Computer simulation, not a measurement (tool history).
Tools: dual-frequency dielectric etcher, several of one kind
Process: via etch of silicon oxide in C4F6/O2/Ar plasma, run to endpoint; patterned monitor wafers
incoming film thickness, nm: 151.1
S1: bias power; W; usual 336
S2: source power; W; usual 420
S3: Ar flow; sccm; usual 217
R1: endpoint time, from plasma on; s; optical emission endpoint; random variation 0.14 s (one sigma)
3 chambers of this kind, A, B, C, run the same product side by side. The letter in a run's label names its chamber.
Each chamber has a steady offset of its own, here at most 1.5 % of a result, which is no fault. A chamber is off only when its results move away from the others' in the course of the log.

run 1C hour=2.4 | S1=336 S2=420 S3=217 | R1=36.630
run 2A hour=6.0 | S1=336 S2=420 S3=217 | R1=36.729
run 3B hour=9.5 | S1=336 S2=420 S3=217 | R1=35.945
run 4C hour=13.8 | S1=336 S2=420 S3=217 | R1=36.681
run 5B hour=16.6 | S1=336 S2=420 S3=217 | R1=35.760
run 6A hour=19.1 | S1=336 S2=420 S3=217 | R1=37.013
run 7C hour=21.5 | S1=336 S2=420 S3=217 | R1=36.654
-- hour=22.9 chamber C: wet clean of the chamber
run 8A hour=24.8 | S1=336 S2=420 S3=217 | R1=36.729
-- hour=25.2 chamber A: wet clean of the chamber
run 9B hour=29.9 | S1=336 S2=420 S3=217 | R1=36.006
run 10C hour=34.4 | S1=336 S2=420 S3=217 | R1=36.658
run 11B hour=39.4 | S1=336 S2=420 S3=217 | R1=35.944
run 12A hour=43.8 | S1=336 S2=420 S3=217 | R1=37.766
run 13B hour=46.3 | S1=336 S2=420 S3=217 | R1=36.193
run 14C hour=51.0 | S1=336 S2=420 S3=217 | R1=36.564
run 15A hour=55.7 | S1=336 S2=420 S3=217 | R1=37.570
run 16A hour=58.6 | S1=336 S2=420 S3=217 | R1=37.621
run 17B hour=61.1 | S1=336 S2=420 S3=217 | R1=35.719
run 18C hour=64.8 | S1=336 S2=420 S3=217 | R1=36.490
run 19A hour=68.4 | S1=373 S2=420 S3=243 | R1=36.779
run 20B hour=70.7 | S1=373 S2=420 S3=243 | R1=34.904
run 21C hour=74.0 | S1=373 S2=420 S3=243 | R1=35.682

Is one chamber off against the others, does the gauge drift, or is nothing wrong? If a chamber is off, say which, and what the likeliest cause is.

A service left chamber A off against the others.
Cause: etch rate under this chamber's usual, % = 2.44.

Here are 4 candidates for chamber A's next run, each the usual settings with a change, their results left as question marks. Which one brings its results back in line with what the others give on the usual settings?
In line means no further than this from the other chambers' mean on the usual settings: R1 0.500 s
run 22A-1 hour=77.8 | S1=354 S2=440 S3=213 | R1=?
run 22A-2 hour=77.8 | S1=349 S2=420 S3=214 | R1=?
run 22A-3 hour=77.8 | S1=297 S2=420 S3=217 | R1=?
run 22A-4 hour=77.8 | S1=322 S2=420 S3=217 | R1=?

The other chambers' mean on the usual settings: R1 36.263 s
run=22A-1 R1=36.320
run=22A-2 R1=37.160
run=22A-3 R1=39.336
run=22A-4 R1=38.267
22A-1 brings the chamber back in line.
